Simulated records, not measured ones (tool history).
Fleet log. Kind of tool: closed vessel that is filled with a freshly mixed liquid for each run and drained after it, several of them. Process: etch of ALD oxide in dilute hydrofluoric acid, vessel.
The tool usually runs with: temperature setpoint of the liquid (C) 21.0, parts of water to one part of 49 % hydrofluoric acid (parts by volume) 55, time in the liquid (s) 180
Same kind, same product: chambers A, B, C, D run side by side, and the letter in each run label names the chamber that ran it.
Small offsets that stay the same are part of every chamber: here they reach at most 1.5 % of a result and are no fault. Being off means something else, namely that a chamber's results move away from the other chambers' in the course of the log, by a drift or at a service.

run   hour  temperature setpoint of the liquid (C)  parts of water to one part of 49 % hydrofluoric acid (parts by volume)  time in the liquid (s)  hours since the thermometer was replaced  hours since the hydrofluoric acid flow meter was replaced  read-back film thickness of the ALD oxide reference wafer, read on the same gauge (nm)  thickness taken off the ALD oxide on a monitor wafer (nm)
 1B    6.4                                    21.0                                                                      55                     180                                    1665.0                                                     1260.1                                                                                  110.01                                                     30.384
 2D   12.3                                    21.0                                                                      55                     180                                    2081.3                                                      145.5                                                                                  109.99                                                     29.803
 3A   17.5                                    21.0                                                                      55                     180                                     765.0                                                      967.0                                                                                  110.01                                                     30.269
 4C   23.1                                    21.0                                                                      55                     180                                     790.1                                                     1426.0                                                                                  110.01                                                     30.119
 5D   28.9                                    21.0                                                                      55                     180                                    2097.9                                                      162.1                                                                                  110.00                                                     30.002
 6C   33.5                                    21.0                                                                      55                     180                                     800.5                                                     1436.4                                                                                  110.00                                                     29.712
 7A   38.3                                    21.0                                                                      55                     215                                     785.8                                                      987.8                                                                                  109.99                                                     35.662
 8B   42.8                                    21.0                                                                      55                     215                                    1701.4                                                     1296.5                                                                                  110.01                                                     36.626
 9A   46.3                                    21.0                                                                      55                     215                                     793.8                                                      995.8                                                                                  110.01                                                     35.670
10B   50.2                                    21.0                                                                      55                     215                                    1708.8                                                     1303.9                                                                                  110.00                                                     36.608
11D   53.8                                    21.0                                                                      55                     180                                    2122.8                                                      187.0                                                                                  110.01                                                     29.924
12C   60.2                                    21.0                                                                      55                     180                                     827.2                                                     1463.1                                                                                  110.02                                                     30.103
13C   65.9                                    21.0                                                                      55                     180                                     832.9                                                     1468.8                                                                                  109.99                                                     29.907
14A   71.2                                    21.0                                                                      55                     180                                     818.7                                                     1020.7                                                                                  109.99                                                     29.172
15D   75.1                                    21.0                                                                      55                     180                                    2144.1                                                      208.3                                                                                  110.01                                                     30.376
16B   81.5                                    21.0                                                                      55                     180                                    1740.1                                                     1335.2                                                                                  110.02                                                     30.515
17C   85.0                                    21.0                                                                      55                     180                                     852.0                                                     1487.9                                                                                  110.00                                                     30.080
18B   89.9                                    21.0                                                                      55                     180                                    1748.5                                                     1343.6                                                                                  109.99                                                     30.601
19A   95.9                                    21.0                                                                      55                     180                                     843.4                                                     1045.4                                                                                  110.00                                                     28.403
20D  102.1                                    21.0                                                                      55                     180                                    2171.1                                                      235.3                                                                                  109.99                                                     30.485
21A  106.7                                    19.0                                                                      55                     180                                     854.2                                                     1056.2                                                                                  109.99                                                     26.259
22C  111.0                                    19.0                                                                      55                     180                                     878.0                                                     1513.9                                                                                  110.02                                                     27.747
23D  116.9                                    19.0                                                                      55                     180                                    2185.9                                                      250.1                                                                                  109.99                                                     27.143
24B  122.7                                    19.0                                                                      55                     180                                    1781.3                                                     1376.4                                                                                  110.01                                                     28.060
25B  129.5                                    21.0                                                                      55                     180                                    1788.1                                                     1383.2                                                                                  110.00                                                     30.603
     133.0  -- chamber D: thermometer replaced
26C  134.4                                    21.0                                                                      55                     180                                     901.4                                                     1537.3                                                                                  110.01                                                     29.789
27A  141.5                                    17.5                                                                      55                     220                                     889.0                                                     1091.0                                                                                  109.98                                                     28.456
28D  147.9                                    17.5                                                                      55                     220                                      14.9                                                      281.1                                                                                  110.01                                                     31.858
29B  154.7                                    17.5                                                                      55                     220                                    1813.3                                                     1408.4                                                                                  110.00                                                     31.489
30C  158.2                                    17.5                                                                      55                     220                                     925.2                                                     1561.1                                                                                  110.01                                                     31.452
31D  165.4                                    21.0                                                                      55                     180                                      32.4                                                      298.6                                                                                  109.98                                                     30.183

Is one chamber off against the others, does the gauge drift, or is nothing wrong? If a chamber is off, say which, and what the likeliest cause is.

Little by little, chamber A moves away from the other chambers.
What lies behind it: hydrofluoric acid flow below the setpoint (%) = 9.78.
The log may not separate it from: liquid colder than its thermometer reads (K).

Chamber A could run next with any of the 4 candidate recipes listed below; each alters the usual settings, and their results appear as question marks. Which one brings its results back in line with what the other chambers deliver on the usual settings?
To be in line, a result may differ from the other chambers' mean on the usual settings by at most: thickness taken off the ALD oxide on a monitor wafer (nm) 0.850
32A-1  170.9                                    20.5                                                                      60                     180                                                                                                                                                                                                                                                       ?
32A-2  170.9                                    22.5                                                                      55                     180                                                                                                                                                                                                                                                       ?
32A-3  170.9                                    19.5                                                                      55                     180                                                                                                                                                                                                                                                       ?
32A-4  170.9                                    21.0                                                                      55                     205                                                                                                                                                                                                                                                       ?

Other chambers, usual settings, mean: thickness taken off the ALD oxide on a monitor wafer (nm) 30.155
  run  thickness taken off the ALD oxide on a monitor wafer (nm)
32A-1                                                     23.865
32A-2                                                     28.513
32A-3                                                     25.130
32A-4                                                     30.498
32A-4 puts the chamber back in line with the other chambers.

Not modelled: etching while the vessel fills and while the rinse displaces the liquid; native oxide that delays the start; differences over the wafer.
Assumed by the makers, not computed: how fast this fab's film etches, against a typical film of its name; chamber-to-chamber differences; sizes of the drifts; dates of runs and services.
